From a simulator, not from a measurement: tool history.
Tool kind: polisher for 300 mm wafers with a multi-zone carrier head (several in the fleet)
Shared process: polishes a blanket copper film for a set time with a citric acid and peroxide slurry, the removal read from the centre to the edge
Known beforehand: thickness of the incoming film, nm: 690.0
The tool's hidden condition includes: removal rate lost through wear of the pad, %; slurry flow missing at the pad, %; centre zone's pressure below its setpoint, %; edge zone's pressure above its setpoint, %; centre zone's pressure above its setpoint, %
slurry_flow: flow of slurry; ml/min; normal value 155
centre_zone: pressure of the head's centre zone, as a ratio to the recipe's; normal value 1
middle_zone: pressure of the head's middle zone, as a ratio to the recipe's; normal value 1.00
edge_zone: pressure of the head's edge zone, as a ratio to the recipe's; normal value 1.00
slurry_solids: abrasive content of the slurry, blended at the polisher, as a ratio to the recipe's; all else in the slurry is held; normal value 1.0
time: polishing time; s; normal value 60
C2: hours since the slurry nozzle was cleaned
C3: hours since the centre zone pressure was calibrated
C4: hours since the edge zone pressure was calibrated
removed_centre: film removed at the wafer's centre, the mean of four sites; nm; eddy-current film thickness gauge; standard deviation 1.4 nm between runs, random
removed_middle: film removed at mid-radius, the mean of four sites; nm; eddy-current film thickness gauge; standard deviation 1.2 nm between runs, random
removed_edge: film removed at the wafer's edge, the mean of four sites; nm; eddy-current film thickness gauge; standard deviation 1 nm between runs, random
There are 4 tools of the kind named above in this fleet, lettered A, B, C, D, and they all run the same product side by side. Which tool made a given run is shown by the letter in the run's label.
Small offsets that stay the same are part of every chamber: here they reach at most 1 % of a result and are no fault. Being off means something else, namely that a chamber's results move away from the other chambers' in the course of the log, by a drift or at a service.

At hour 5.5: chamber B: worn pad replaced by a new one.
Run 1C, hour 8.1: usual settings; wafers polished on this pad 545; C2 85.3; C3 718.8; C4 398.1. Result: removed_centre 118.870 nm, removed_middle 119.790 nm, removed_edge 120.120 nm.
Run 2D, hour 17.1: usual settings; wafers polished on this pad 698; C2 301.1; C3 331.9; C4 124.5. Result: removed_centre 121.470 nm, removed_middle 119.020 nm, removed_edge 118.590 nm.
At hour 22.9: chamber A: edge zone pressure recalibrated.
Run 3B, hour 26.9: usual settings; wafers polished on this pad 264; C2 676.5; C3 403.4; C4 457.4. Result: removed_centre 117.570 nm, removed_middle 118.920 nm, removed_edge 119.670 nm.
At hour 27.8: chamber A: worn pad replaced by a new one.
Run 4A, hour 36.4: usual settings; wafers polished on this pad 107; C2 320.3; C3 1016.8; C4 13.6. Result: removed_centre 118.210 nm, removed_middle 119.550 nm, removed_edge 117.810 nm.
At hour 43.2: chamber C: worn pad replaced by a new one.
At hour 47.2: chamber A: centre zone pressure recalibrated.
Run 5B, hour 48.9: usual settings; wafers polished on this pad 536; C2 698.5; C3 425.4; C4 479.4. Result: removed_centre 116.760 nm, removed_middle 119.440 nm, removed_edge 119.490 nm.
At hour 54.6: chamber B: slurry nozzle cleaned.
Run 6A, hour 58.2: usual settings; wafers polished on this pad 377; C2 342.1; C3 11.1; C4 35.4. Result: removed_centre 117.600 nm, removed_middle 118.080 nm, removed_edge 120.340 nm.
Run 7C, hour 67.9: usual settings; wafers polished on this pad 306; C2 145.1; C3 778.6; C4 457.9. Result: removed_centre 117.940 nm, removed_middle 119.890 nm, removed_edge 120.250 nm.
At hour 74.7: chamber D: worn pad replaced by a new one.
Run 8D, hour 78.8: usual settings but slurry_flow 115 ml/min; wafers polished on this pad 50; C2 362.8; C3 393.6; C4 186.2. Result: removed_centre 112.490 nm, removed_middle 111.430 nm, removed_edge 113.630 nm.
At hour 81.3: chamber B: worn pad replaced by a new one.
At hour 82.7: chamber B: edge zone pressure recalibrated.
Run 9B, hour 85.8: usual settings but slurry_flow 115 ml/min; wafers polished on this pad 56; C2 31.3; C3 462.3; C4 3.2. Result: removed_centre 108.270 nm, removed_middle 112.450 nm, removed_edge 112.880 nm.
Run 10C, hour 95.4: usual settings but slurry_flow 115 ml/min; wafers polished on this pad 646; C2 172.6; C3 806.1; C4 485.4. Result: removed_centre 110.470 nm, removed_middle 111.900 nm, removed_edge 115.990 nm.
Run 11D, hour 102.6: usual settings but slurry_flow 115 ml/min; wafers polished on this pad 345; C2 386.6; C3 417.4; C4 210.0. Result: removed_centre 111.310 nm, removed_middle 111.810 nm, removed_edge 114.710 nm.
Run 12A, hour 111.7: usual settings but edge_zone 1.06; wafers polished on this pad 1039; C2 395.6; C3 64.6; C4 88.9. Result: removed_centre 119.190 nm, removed_middle 117.130 nm, removed_edge 124.080 nm.
Run 13C, hour 121.3: usual settings but edge_zone 1.06; wafers polished on this pad 967; C2 198.5; C3 832.0; C4 511.3. Result: removed_centre 119.370 nm, removed_middle 119.190 nm, removed_edge 122.860 nm.
At hour 122.8: chamber A: worn pad replaced by a new one.
Run 14D, hour 129.5: usual settings but edge_zone 1.06; wafers polished on this pad 678; C2 413.5; C3 444.3; C4 236.9. Result: removed_centre 118.470 nm, removed_middle 118.770 nm, removed_edge 123.990 nm.
At hour 132.3: chamber C: worn pad replaced by a new one.
Run 15A, hour 142.3: usual settings but edge_zone 1.06; wafers polished on this pad 241; C2 426.2; C3 95.2; C4 119.5. Result: removed_centre 118.210 nm, removed_middle 116.830 nm, removed_edge 123.070 nm.
At hour 145.7: chamber D: slurry nozzle cleaned.
Run 16B, hour 157.2: usual settings; wafers polished on this pad 939; C2 102.7; C3 533.7; C4 74.6. Result: removed_centre 116.060 nm, removed_middle 120.210 nm, removed_edge 119.570 nm.
Run 17C, hour 167.3: usual settings; wafers polished on this pad 434; C2 244.5; C3 878.0; C4 557.3. Result: removed_centre 117.190 nm, removed_middle 118.540 nm, removed_edge 117.570 nm.
At hour 173.9: chamber B: worn pad replaced by a new one.
Run 18A, hour 180.2: usual settings; wafers polished on this pad 710; C2 464.1; C3 133.1; C4 157.4. Result: removed_centre 121.100 nm, removed_middle 117.260 nm, removed_edge 119.540 nm.
Run 19B, hour 190.3: usual settings but slurry_solids 1.1, time 49 s; wafers polished on this pad 204; C2 135.8; C3 566.8; C4 107.7. Result: removed_centre 95.963 nm, removed_middle 101.380 nm, removed_edge 99.449 nm.
Run 20D, hour 202.9: usual settings but slurry_solids 1.1, time 49 s; wafers polished on this pad 1585; C2 57.2; C3 517.7; C4 310.3. Result: removed_centre 98.191 nm, removed_middle 99.974 nm, removed_edge 100.430 nm.
At hour 205.2: chamber A: worn pad replaced by a new one.
At hour 205.6: chamber D: worn pad replaced by a new one.
Run 21B, hour 210.0: usual settings but slurry_solids 1.1, time 49 s; wafers polished on this pad 447; C2 155.5; C3 586.5; C4 127.4. Result: removed_centre 91.200 nm, removed_middle 100.130 nm, removed_edge 99.536 nm.
At hour 217.7: chamber C: worn pad replaced by a new one.
Run 22C, hour 219.6: usual settings but slurry_solids 1.1, time 49 s; wafers polished on this pad 24; C2 296.8; C3 930.3; C4 609.6. Result: removed_centre 100.020 nm, removed_middle 99.098 nm, removed_edge 99.146 nm.
Run 23D, hour 233.2: usual settings but middle_zone 1.10, time 50 s; wafers polished on this pad 342; C2 87.5; C3 548.0; C4 340.6. Result: removed_centre 99.797 nm, removed_middle 109.490 nm, removed_edge 98.898 nm.
Run 24A, hour 243.4: usual settings but middle_zone 1.10, time 50 s; wafers polished on this pad 473; C2 527.3; C3 196.3; C4 220.6. Result: removed_centre 98.328 nm, removed_middle 110.080 nm, removed_edge 99.408 nm.
At hour 252.6: chamber B: worn pad replaced by a new one.
Run 25A, hour 253.1: usual settings but middle_zone 1.10, time 50 s; wafers polished on this pad 593; C2 537.0; C3 206.0; C4 230.3. Result: removed_centre 98.735 nm, removed_middle 107.350 nm, removed_edge 100.570 nm.
Run 26D, hour 261.9: usual settings but middle_zone 1.10, time 50 s; wafers polished on this pad 697; C2 116.2; C3 576.7; C4 369.3. Result: removed_centre 99.770 nm, removed_middle 107.810 nm, removed_edge 100.700 nm.
At hour 266.6: chamber A: slurry nozzle cleaned.
Run 27B, hour 270.2: usual settings; wafers polished on this pad 218; C2 215.7; C3 646.7; C4 187.6. Result: removed_centre 111.470 nm, removed_middle 118.030 nm, removed_edge 118.680 nm.
Run 28C, hour 282.8: usual settings; wafers polished on this pad 806; C2 360.0; C3 993.5; C4 672.8. Result: removed_centre 120.190 nm, removed_middle 120.940 nm, removed_edge 118.820 nm.
Run 29A, hour 292.3: usual settings; wafers polished on this pad 1078; C2 25.8; C3 245.2; C4 269.5. Result: removed_centre 119.600 nm, removed_middle 121.280 nm, removed_edge 120.450 nm.
At hour 295.6: chamber A: worn pad replaced by a new one.
Run 30D, hour 300.7: usual settings; wafers polished on this pad 1177; C2 155.0; C3 615.5; C4 408.1. Result: removed_centre 118.300 nm, removed_middle 119.890 nm, removed_edge 119.030 nm.
At hour 308.6: chamber C: worn pad replaced by a new one.
At hour 308.7: chamber D: worn pad replaced by a new one.
Run 31B, hour 310.1: usual settings; wafers polished on this pad 711; C2 255.6; C3 686.6; C4 227.5. Result: removed_centre 110.860 nm, removed_middle 119.530 nm, removed_edge 120.960 nm.
Run 32C, hour 317.3: usual settings but middle_zone 0.92, time 43 s; wafers polished on this pad 108; C2 394.5; C3 1028.0; C4 707.3. Result: removed_centre 84.443 nm, removed_middle 79.354 nm, removed_edge 85.295 nm.
At hour 329.6: chamber B: worn pad replaced by a new one.
Run 33C, hour 330.4: usual settings but middle_zone 0.92, time 43 s; wafers polished on this pad 270; C2 407.6; C3 1041.1; C4 720.4. Result: removed_centre 84.614 nm, removed_middle 78.133 nm, removed_edge 85.052 nm.
Run 34B, hour 345.0: usual settings but middle_zone 0.92, time 43 s; wafers polished on this pad 191; C2 290.5; C3 721.5; C4 262.4. Result: removed_centre 78.193 nm, removed_middle 79.641 nm, removed_edge 85.846 nm.
Run 35D, hour 356.4: usual settings but middle_zone 0.92, time 43 s; wafers polished on this pad 590; C2 210.7; C3 671.2; C4 463.8. Result: removed_centre 85.492 nm, removed_middle 79.534 nm, removed_edge 86.659 nm.
Run 36A, hour 364.9: usual settings but slurry_solids 0.8; wafers polished on this pad 857; C2 98.4; C3 317.8; C4 342.1. Result: removed_centre 112.650 nm, removed_middle 112.010 nm, removed_edge 111.390 nm.
Run 37C, hour 374.5: usual settings but slurry_solids 0.8; wafers polished on this pad 815; C2 451.7; C3 1085.2; C4 764.5. Result: removed_centre 113.590 nm, removed_middle 112.630 nm, removed_edge 113.230 nm.
Run 38A, hour 384.4: usual settings but slurry_solids 0.8; wafers polished on this pad 1098; C2 117.9; C3 337.3; C4 361.6. Result: removed_centre 111.880 nm, removed_middle 112.510 nm, removed_edge 114.290 nm.
Run 39D, hour 393.1: usual settings but slurry_solids 0.8; wafers polished on this pad 1044; C2 247.4; C3 707.9; C4 500.5. Result: removed_centre 114.950 nm, removed_middle 112.060 nm, removed_edge 113.750 nm.
Run 40B, hour 405.5: usual settings; wafers polished on this pad 939; C2 351.0; C3 782.0; C4 322.9. Result: removed_centre 105.970 nm, removed_middle 120.610 nm, removed_edge 118.450 nm.

Which is it: a chamber that has drifted or been left off by a service, a gauge drift common to all chambers, or only each chamber's usual small offset? If a chamber is off, name it and its likeliest cause.

Little by little, chamber B moves away from the other chambers.
Cause: centre zone's pressure below its setpoint, % = 10.4.

Here are 4 candidates for chamber B's next run, each the usual settings with a change, their results left as question marks. Which one brings its results back in line with what the others give on the usual settings?
In line here means within this much of the mean the other chambers give on the usual settings: removed_centre 4.900 nm; removed_middle 4.200 nm; removed_edge 3.700 nm
Run 41B-1, hour 416.6: usual settings but slurry_flow 160 ml/min, centre_zone 1.04, middle_zone 0.99, edge_zone 0.99. Result: removed_centre ?, removed_middle ?, removed_edge ?.
Run 41B-2, hour 416.6: usual settings but slurry_flow 160 ml/min, centre_zone 1.10, middle_zone 0.97, edge_zone 0.97, time 61 s. Result: removed_centre ?, removed_middle ?, removed_edge ?.
Run 41B-3, hour 416.6: usual settings but slurry_flow 150 ml/min, centre_zone 0.96, middle_zone 1.01, edge_zone 1.01. Result: removed_centre ?, removed_middle ?, removed_edge ?.
Run 41B-4, hour 416.6: usual settings but slurry_flow 150 ml/min, centre_zone 0.90, middle_zone 1.03, edge_zone 1.03, time 59 s. Result: removed_centre ?, removed_middle ?, removed_edge ?.

What the other chambers average on the usual settings: removed_centre 118.960 nm; removed_middle 118.870 nm; removed_edge 119.270 nm
  run  removed_centre  removed_middle  removed_edge
41B-1         110.710         120.390       118.550
41B-2         119.600         120.130       119.290
41B-3         100.120         121.210       118.760
41B-4          91.719         121.350       117.970
The answer is 41B-2, which returns the chamber to within the allowed miss of the others.
